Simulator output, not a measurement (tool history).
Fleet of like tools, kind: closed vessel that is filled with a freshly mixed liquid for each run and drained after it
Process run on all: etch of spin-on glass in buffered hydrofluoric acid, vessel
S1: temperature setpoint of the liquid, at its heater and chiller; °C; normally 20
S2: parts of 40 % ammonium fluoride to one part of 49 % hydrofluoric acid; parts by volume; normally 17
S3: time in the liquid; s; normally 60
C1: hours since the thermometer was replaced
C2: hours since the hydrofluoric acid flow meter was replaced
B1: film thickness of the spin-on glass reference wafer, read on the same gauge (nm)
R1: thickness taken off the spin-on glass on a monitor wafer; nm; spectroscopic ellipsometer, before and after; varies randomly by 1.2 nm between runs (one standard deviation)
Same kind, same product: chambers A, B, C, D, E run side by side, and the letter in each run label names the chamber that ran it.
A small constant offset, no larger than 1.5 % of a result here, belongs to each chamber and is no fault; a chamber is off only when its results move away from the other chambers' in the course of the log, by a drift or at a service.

| run | hour | S1 | S2 | S3 | C1 | C2 | B1 | R1 |
|---|---|---|---|---|---|---|---|---|
| 1E | 8.9 | 20 | 17 | 60 | 1771.3 | 139.6 | 130.03 | 124.33 |
| 2B | 18.9 | 20 | 17 | 60 | 235.6 | 594.5 | 130.01 | 122.51 |
|  | 24 | chamber D: hydrofluoric acid flow meter replaced |
| 3A | 25.8 | 20 | 17 | 60 | 166.9 | 560.2 | 129.98 | 124.99 |
| 4C | 39.5 | 20 | 17 | 60 | 337.8 | 755.8 | 129.99 | 124.02 |
| 5D | 49.2 | 20 | 17 | 60 | 500.8 | 25.3 | 130.02 | 128.26 |
| 6E | 60 | 20 | 17 | 60 | 1822.4 | 190.7 | 129.98 | 125.1 |
| 7C | 68.9 | 20 | 17 | 60 | 367.2 | 785.2 | 130 | 127 |
| 8D | 79.5 | 20 | 10.5 | 60 | 531.1 | 55.6 | 130 | 204.63 |
| 9A | 90.1 | 20 | 10.5 | 60 | 231.2 | 624.5 | 129.99 | 202.3 |
| 10B | 97.4 | 20 | 10.5 | 60 | 314.1 | 673 | 129.99 | 201.6 |
| 11B | 104.8 | 20 | 10.5 | 60 | 321.5 | 680.4 | 130.02 | 199.22 |
| 12C | 113.9 | 20 | 10.5 | 60 | 412.2 | 830.2 | 130.01 | 203.47 |
| 13D | 127.5 | 20 | 17 | 60 | 579.1 | 103.6 | 130.01 | 120.86 |
| 14E | 134 | 20 | 17 | 60 | 1896.4 | 264.7 | 130 | 124.09 |
| 15A | 148.1 | 20 | 17 | 60 | 289.2 | 682.5 | 130.01 | 125.04 |
| 16B | 158.4 | 20 | 17 | 60 | 375.1 | 734 | 130 | 125.27 |
| 17D | 168.8 | 22.5 | 17 | 40 | 620.4 | 144.9 | 130 | 91.588 |
| 18C | 182.6 | 22.5 | 17 | 40 | 480.9 | 898.9 | 130.03 | 96.892 |
| 19A | 192.3 | 22.5 | 17 | 40 | 333.4 | 726.7 | 130 | 95.85 |
| 20E | 199.9 | 22.5 | 17 | 40 | 1962.3 | 330.6 | 130.01 | 94.295 |
| 21B | 208.6 | 22.5 | 17 | 40 | 425.3 | 784.2 | 130.01 | 97.203 |
| 22C | 217.4 | 23.5 | 17 | 35 | 515.7 | 933.7 | 129.99 | 89.145 |
| 23A | 230.4 | 23.5 | 17 | 35 | 371.5 | 764.8 | 130 | 87.87 |
|  | 237.3 | chamber A: hydrofluoric acid flow meter replaced |
| 24D | 237.7 | 23.5 | 17 | 35 | 689.3 | 213.8 | 130.01 | 82.772 |
| 25E | 247.8 | 23.5 | 17 | 35 | 2010.2 | 378.5 | 130 | 89.848 |
| 26A | 259.9 | 23.5 | 17 | 35 | 401 | 22.6 | 129.99 | 87.053 |
| 27B | 268.8 | 20 | 17 | 60 | 485.5 | 844.4 | 130.01 | 126 |
| 28D | 279.1 | 20 | 17 | 60 | 730.7 | 255.2 | 130 | 113.32 |
| 29E | 292.2 | 20 | 17 | 60 | 2054.6 | 422.9 | 130 | 123.21 |
| 30C | 303.2 | 20 | 17 | 60 | 601.5 | 1019.5 | 130.01 | 128.71 |
| 31C | 312.2 | 20 | 17 | 60 | 610.5 | 1028.5 | 130.01 | 125.09 |
| 32B | 323.3 | 20 | 17 | 60 | 540 | 898.9 | 129.99 | 125.57 |
| 33D | 334.1 | 20 | 17 | 60 | 785.7 | 310.2 | 130 | 111.84 |

Is one chamber off against the others, does the gauge drift, or is nothing wrong? If a chamber is off, say which, and what the likeliest cause is.

Little by little, chamber D moves away from the other chambers.
What lies behind it: liquid colder than its thermometer reads (K) = 2.16.
The log may not separate it from: hydrofluoric acid flow below the setpoint (%).

Here are 4 candidates for chamber D's next run, each the usual settings with a change, their results left as question marks. Which one brings its results back in line with what the others give on the usual settings?
In line means no further than this from the other chambers' mean on the usual settings: R1 4.3 nm
| 34D-1 | 344.2 | 19.5 | 17 | 50 |  |  |  | ? |
| 34D-2 | 344.2 | 20 | 14 | 60 |  |  |  | ? |
| 34D-3 | 344.2 | 19.5 | 17 | 55 |  |  |  | ? |
| 34D-4 | 344.2 | 20.5 | 15.5 | 60 |  |  |  | ? |

Usual-settings mean across the other chambers: R1 124.99 nm
| run | R1 |
|---|---|
| 34D-1 | 91.179 |
| 34D-2 | 136.65 |
| 34D-3 | 100.3 |
| 34D-4 | 126.98 |
With 34D-4, the chamber falls back in line with the rest.

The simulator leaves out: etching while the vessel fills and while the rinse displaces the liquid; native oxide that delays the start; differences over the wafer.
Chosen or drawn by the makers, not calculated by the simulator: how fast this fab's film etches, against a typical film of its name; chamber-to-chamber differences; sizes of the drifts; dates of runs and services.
